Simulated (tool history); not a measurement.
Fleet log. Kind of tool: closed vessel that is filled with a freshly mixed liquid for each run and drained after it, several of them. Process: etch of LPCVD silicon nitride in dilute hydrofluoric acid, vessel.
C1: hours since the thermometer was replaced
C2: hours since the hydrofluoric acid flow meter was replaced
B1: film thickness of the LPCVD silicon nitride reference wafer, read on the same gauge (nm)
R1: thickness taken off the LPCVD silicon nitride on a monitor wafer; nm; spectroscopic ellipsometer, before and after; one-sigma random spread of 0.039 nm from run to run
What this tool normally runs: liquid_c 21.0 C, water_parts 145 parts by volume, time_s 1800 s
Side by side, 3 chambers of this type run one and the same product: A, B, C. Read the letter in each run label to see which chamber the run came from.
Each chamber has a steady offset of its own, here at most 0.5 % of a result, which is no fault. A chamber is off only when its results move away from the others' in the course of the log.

Run 1C, hour 7.5: usual settings; C1 229.3; C2 771.3; B1 70.028. Result: R1 5.0144 nm.
Run 2A, hour 14.3: usual settings; C1 1428.2; C2 1415.1; B1 70.014. Result: R1 5.0166 nm.
Run 3B, hour 22.5: usual settings; C1 552.7; C2 525.8; B1 70.004. Result: R1 5.0073 nm.
Run 4B, hour 34.4: usual settings; C1 564.6; C2 537.7; B1 69.995. Result: R1 4.9444 nm.
Run 5A, hour 42.3: usual settings; C1 1456.2; C2 1443.1; B1 69.992. Result: R1 4.9278 nm.
Run 6C, hour 50.6: usual settings; C1 272.4; C2 814.4; B1 69.999. Result: R1 5.0547 nm.
Run 7A, hour 58.5: usual settings; C1 1472.4; C2 1459.3; B1 69.995. Result: R1 4.9119 nm.
Run 8C, hour 65.4: usual settings; C1 287.2; C2 829.2; B1 69.995. Result: R1 5.0596 nm.
Run 9B, hour 75.1: usual settings but liquid_c 24.5 C, water_parts 100 parts by volume; C1 605.3; C2 578.4; B1 70.010. Result: R1 8.9993 nm.
Run 10A, hour 83.5: usual settings but liquid_c 24.5 C, water_parts 100 parts by volume; C1 1497.4; C2 1484.3; B1 69.985. Result: R1 9.0527 nm.
Run 11B, hour 91.7: usual settings but liquid_c 24.5 C, water_parts 100 parts by volume; C1 621.9; C2 595.0; B1 69.983. Result: R1 9.2966 nm.
Run 12C, hour 103.6: usual settings; C1 325.4; C2 867.4; B1 69.942. Result: R1 5.0638 nm.
Run 13C, hour 111.0: usual settings but liquid_c 17.5 C; C1 332.8; C2 874.8; B1 70.003. Result: R1 3.9050 nm.
Run 14A, hour 120.2: usual settings but liquid_c 17.5 C; C1 1534.1; C2 1521.0; B1 69.985. Result: R1 3.8651 nm.
Run 15B, hour 128.4: usual settings but liquid_c 17.5 C; C1 658.6; C2 631.7; B1 70.024. Result: R1 4.1000 nm.
Run 16C, hour 134.1: usual settings; C1 355.9; C2 897.9; B1 69.980. Result: R1 4.9892 nm.
At hour 136.7: chamber A: thermometer replaced.
Run 17A, hour 142.1: usual settings; C1 5.5; C2 1542.9; B1 70.007. Result: R1 4.9861 nm.
Run 18B, hour 147.4: usual settings; C1 677.6; C2 650.7; B1 70.018. Result: R1 5.2573 nm.
Run 19C, hour 153.4: usual settings; C1 375.2; C2 917.2; B1 70.028. Result: R1 5.0907 nm.
Run 20B, hour 159.8: usual settings; C1 690.0; C2 663.1; B1 70.010. Result: R1 5.2771 nm.
Run 21A, hour 169.9: usual settings but water_parts 195 parts by volume; C1 33.3; C2 1570.7; B1 69.981. Result: R1 3.7242 nm.

Predict what each chamber gives when all 3 of them run the settings below next.
Run 22A, hour 178.5: usual settings but water_parts 185 parts by volume. Result: R1 ?.
Run 22B, hour 178.5: usual settings but water_parts 185 parts by volume. Result: R1 ?.
Run 22C, hour 178.5: usual settings but water_parts 185 parts by volume. Result: R1 ?.

run      R1
22A  3.9321
22B  4.1911
22C  3.9599
